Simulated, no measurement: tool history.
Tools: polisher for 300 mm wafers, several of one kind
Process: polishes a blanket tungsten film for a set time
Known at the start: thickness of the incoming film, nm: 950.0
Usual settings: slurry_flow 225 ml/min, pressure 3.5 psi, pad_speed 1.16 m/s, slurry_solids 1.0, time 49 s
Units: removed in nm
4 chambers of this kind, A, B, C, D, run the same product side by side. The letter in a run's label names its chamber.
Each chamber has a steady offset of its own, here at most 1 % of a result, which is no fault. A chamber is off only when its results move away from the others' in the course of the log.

run	hour	slurry_flow	pressure	pad_speed	slurry_solids	time	wafers polished on this pad	hours since the slurry nozzle was cleaned	hours since the head pressure was calibrated	hours since the slurry blender was calibrated	hours since the slurry got fresh peroxide	removed
1A	5.2	225	3.5	1.16	1.0	49	655	17.2	266.4	163.9	89.5	270.82
# hour 5.3: chamber C: slurry blender recalibrated
# hour 8.6: chamber C: slurry nozzle cleaned
2D	11.1	225	3.5	1.16	1.0	49	112	126.4	257.9	78.9	21.3	270.22
# hour 11.4: chamber A: worn pad replaced by a new one
# hour 17.6: chamber C: slurry tank refilled with fresh slurry and peroxide
3C	18.2	225	3.5	1.16	1.0	49	379	9.7	329.5	13.0	0.7	261.40
4B	27.7	225	3.5	1.16	1.0	49	1188	171.6	332.3	255.8	80.9	267.73
5D	33.9	195	4.2	1.16	1.0	49	338	149.2	280.7	101.7	44.1	315.36
# hour 37.3: chamber C: worn pad replaced by a new one
# hour 42.6: chamber B: head pressure recalibrated
6C	43.9	195	4.2	1.16	1.0	49	66	35.4	355.2	38.7	26.4	311.91
# hour 47.5: chamber B: worn pad replaced by a new one
7A	48.8	195	4.2	1.16	1.0	49	371	60.8	310.0	207.5	133.1	315.64
8B	54.3	195	4.2	1.16	1.0	49	68	198.2	11.8	282.4	107.5	310.12
9C	62.7	225	3.5	1.16	1.0	49	252	54.2	374.0	57.5	45.2	260.87
# hour 70.9: chamber B: slurry tank refilled with fresh slurry and peroxide
10B	71.3	225	3.5	1.16	1.0	49	236	215.2	28.8	299.4	0.4	266.13
# hour 72.8: chamber D: slurry tank refilled with fresh slurry and peroxide
11A	77.1	225	3.5	1.16	0.8	49	651	89.1	338.3	235.8	161.4	245.13
# hour 77.7: chamber A: worn pad replaced by a new one
12D	82.6	225	3.5	1.16	0.8	49	820	197.9	329.4	150.4	9.8	256.41
13B	90.0	225	3.5	1.16	0.8	49	421	233.9	47.5	318.1	19.1	257.02
# hour 91.2: chamber C: worn pad replaced by a new one
14A	99.5	225	3.5	1.16	0.8	49	215	111.5	360.7	258.2	183.8	251.23
15C	108.3	225	3.5	1.16	1.0	49	170	99.8	419.6	103.1	90.8	263.18
16D	115.6	225	3.5	1.16	1.0	49	1146	230.9	362.4	183.4	42.8	265.42
17A	123.9	225	3.5	1.16	1.0	49	457	135.9	385.1	282.6	208.2	255.24
18B	132.8	225	3.5	1.16	1.0	49	845	276.7	90.3	360.9	61.9	263.21
# hour 137.9: chamber A: worn pad replaced by a new one
19C	143.4	225	3.5	1.16	1.0	49	517	134.9	454.7	138.2	125.9	275.14
# hour 146.5: chamber C: worn pad replaced by a new one
# hour 148.5: chamber C: slurry tank refilled with fresh slurry and peroxide
20D	150.5	225	3.5	1.16	1.0	49	1492	265.8	397.3	218.3	77.7	263.93
# hour 154.9: chamber D: worn pad replaced by a new one
21B	156.7	225	3.5	1.16	1.0	49	1081	300.6	114.2	384.8	85.8	262.66
# hour 157.5: chamber B: slurry blender recalibrated
22C	165.4	225	3.5	1.16	1.0	49	187	156.9	476.7	160.2	16.9	265.37
# hour 168.4: chamber D: slurry tank refilled with fresh slurry and peroxide
# hour 171.9: chamber B: slurry tank refilled with fresh slurry and peroxide
# hour 176.1: chamber B: worn pad replaced by a new one
23D	176.2	225	3.5	1.16	1.0	49	211	291.5	423.0	244.0	7.8	271.86
24A	182.2	225	3.5	1.16	1.0	49	438	194.2	443.4	340.9	266.5	245.24
25D	192.5	225	3.5	1.16	1.0	49	373	307.8	439.3	260.3	24.1	266.74
# hour 192.8: chamber C: worn pad replaced by a new one
26C	200.1	175	3.5	1.16	1.0	33	72	191.6	511.4	194.9	51.6	176.35
27B	205.4	175	3.5	1.16	1.0	33	290	349.3	162.9	48.0	33.5	171.96
28A	210.7	175	3.5	1.16	1.0	33	720	222.7	471.9	369.4	295.0	159.45
# hour 214.0: chamber A: worn pad replaced by a new one
29D	220.5	175	3.5	1.16	1.0	33	650	335.8	467.3	288.3	52.1	172.76
30A	230.2	225	3.5	1.16	1.0	49	160	242.2	491.4	388.9	314.5	237.13

Next, every chamber runs the same settings. What will each give?
31A	237.9	225	3.5	1.16	1.0	49						?
31B	237.9	225	3.5	1.16	1.0	49						?
31C	237.9	225	3.5	1.16	1.0	49						?
31D	237.9	225	3.5	1.16	1.0	49						?

run	removed
31A	231.86
31B	269.22
31C	268.92
31D	264.80
